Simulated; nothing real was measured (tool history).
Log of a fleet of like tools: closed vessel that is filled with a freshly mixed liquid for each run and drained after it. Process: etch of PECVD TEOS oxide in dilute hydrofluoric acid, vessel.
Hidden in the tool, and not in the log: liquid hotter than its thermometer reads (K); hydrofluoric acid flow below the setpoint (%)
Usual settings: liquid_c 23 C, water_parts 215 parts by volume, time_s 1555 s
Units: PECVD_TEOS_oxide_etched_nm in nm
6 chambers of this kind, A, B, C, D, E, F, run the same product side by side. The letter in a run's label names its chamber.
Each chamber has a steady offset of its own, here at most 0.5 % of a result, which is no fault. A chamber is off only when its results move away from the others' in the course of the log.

run     day  liquid_c  water_parts  time_s  hours since the thermometer was replaced  hours since the hydrofluoric acid flow meter was replaced  read-back film thickness of the PECVD TEOS oxide reference wafer, read on the same gauge (nm)  PECVD_TEOS_oxide_etched_nm
        0.3  -- chamber B: thermometer replaced
 1B   0.554        23          215    1555                                       6.2                                                     1291.3                                                                                         80.007                      53.893
 2E   1.033        23          215    1555                                     107.3                                                      284.2                                                                                         80.026                      54.096
 3C   1.492        23          215    1555                                    1902.9                                                      318.5                                                                                         80.003                      53.746
 4D   2.054        23          215    1555                                     364.3                                                      306.5                                                                                         80.003                       53.72
 5A   2.558        23          215    1555                                    1498.5                                                      464.4                                                                                         79.963                      53.555
 6F    3.15        23          215    1555                                     988.9                                                      105.9                                                                                         79.992                      53.944
 7B   3.538        23          215    1555                                      77.8                                                     1362.9                                                                                         79.957                      53.867
 8E     4.1        23          215    1555                                     180.9                                                      357.8                                                                                         80.018                      54.101
 9C   4.662        23          215    1555                                      1979                                                      394.6                                                                                         79.984                      53.733
10F   4.983        23          215    1555                                    1032.9                                                      149.9                                                                                         80.005                      53.992
11D   5.325        23          215    1555                                     442.8                                                        385                                                                                         80.004                      53.704
12A   5.733        23          215    1555                                    1574.7                                                      540.6                                                                                         80.011                      53.859
13A   6.262        23          215    1555                                    1587.4                                                      553.3                                                                                         79.973                      54.185
14E   6.733        23          215    1555                                     244.1                                                        421                                                                                         79.971                      53.953
15F   7.162        23          215    1555                                    1085.2                                                      202.2                                                                                         80.021                       54.03
16D   7.638        23          215    1555                                     498.3                                                      440.5                                                                                         80.021                        53.5
      8.054  -- chamber C: hydrofluoric acid flow meter replaced
17B   8.054        23          215    1555                                     186.2                                                     1471.3                                                                                         79.952                      54.186
18C   8.383        23          215    1555                                    2068.3                                                          8                                                                                         80.014                       53.57
19D     8.7        23          215    1555                                     523.8                                                        466                                                                                          80.01                      53.551
20A   8.983        23          215    1555                                    1652.7                                                      618.6                                                                                         79.976                      53.779
21F    9.25        23          215    1555                                    1135.3                                                      252.3                                                                                         79.998                      54.037
22B   9.779        23          215    1555                                     227.6                                                     1512.7                                                                                         79.949                        54.1
23C  10.083        23          215    1555                                    2109.1                                                       48.8                                                                                         80.013                      53.612
24E  10.629        23          215    1555                                     337.6                                                      514.5                                                                                         79.996                      54.334
25B  10.983        23          215    1555                                     256.5                                                     1541.6                                                                                         79.994                      54.148
26C  11.567        23          215    1555                                    2144.7                                                       84.4                                                                                         80.002                      53.532
27A  11.888        23          215    1555                                    1722.4                                                      688.3                                                                                         80.009                      53.579
28F  12.408      21.5          215    1555                                    1211.1                                                      328.1                                                                                         79.974                       51.33
29E  12.696      21.5          215    1555                                     387.2                                                      564.1                                                                                         80.023                      51.222
30D  13.208      21.5          215    1555                                       632                                                      574.2                                                                                         79.999                      50.971
31E  13.746      21.5          215    1555                                     412.4                                                      589.3                                                                                         80.033                      51.053
32F  14.133      21.5          215    1555                                    1252.5                                                      369.5                                                                                         79.947                      51.273
33C  14.738      21.5          215    1555                                    2220.8                                                      160.5                                                                                         79.985                      50.422
34B  15.167        23          150    2170                                     356.9                                                       1642                                                                                         80.017                      114.52
35D  15.575        23          150    2170                                     688.8                                                        631                                                                                         80.012                      115.37
36A  15.896        23          150    2170                                    1818.6                                                      784.5                                                                                         80.022                      116.35
37B  16.196        23          150    2170                                     381.6                                                     1666.7                                                                                         80.017                      115.64

Is one chamber off against the others, does the gauge drift, or is nothing wrong? If a chamber is off, say which, and what the likeliest cause is.

No chamber stands off beyond its own small offset, and the gauge holds steady.

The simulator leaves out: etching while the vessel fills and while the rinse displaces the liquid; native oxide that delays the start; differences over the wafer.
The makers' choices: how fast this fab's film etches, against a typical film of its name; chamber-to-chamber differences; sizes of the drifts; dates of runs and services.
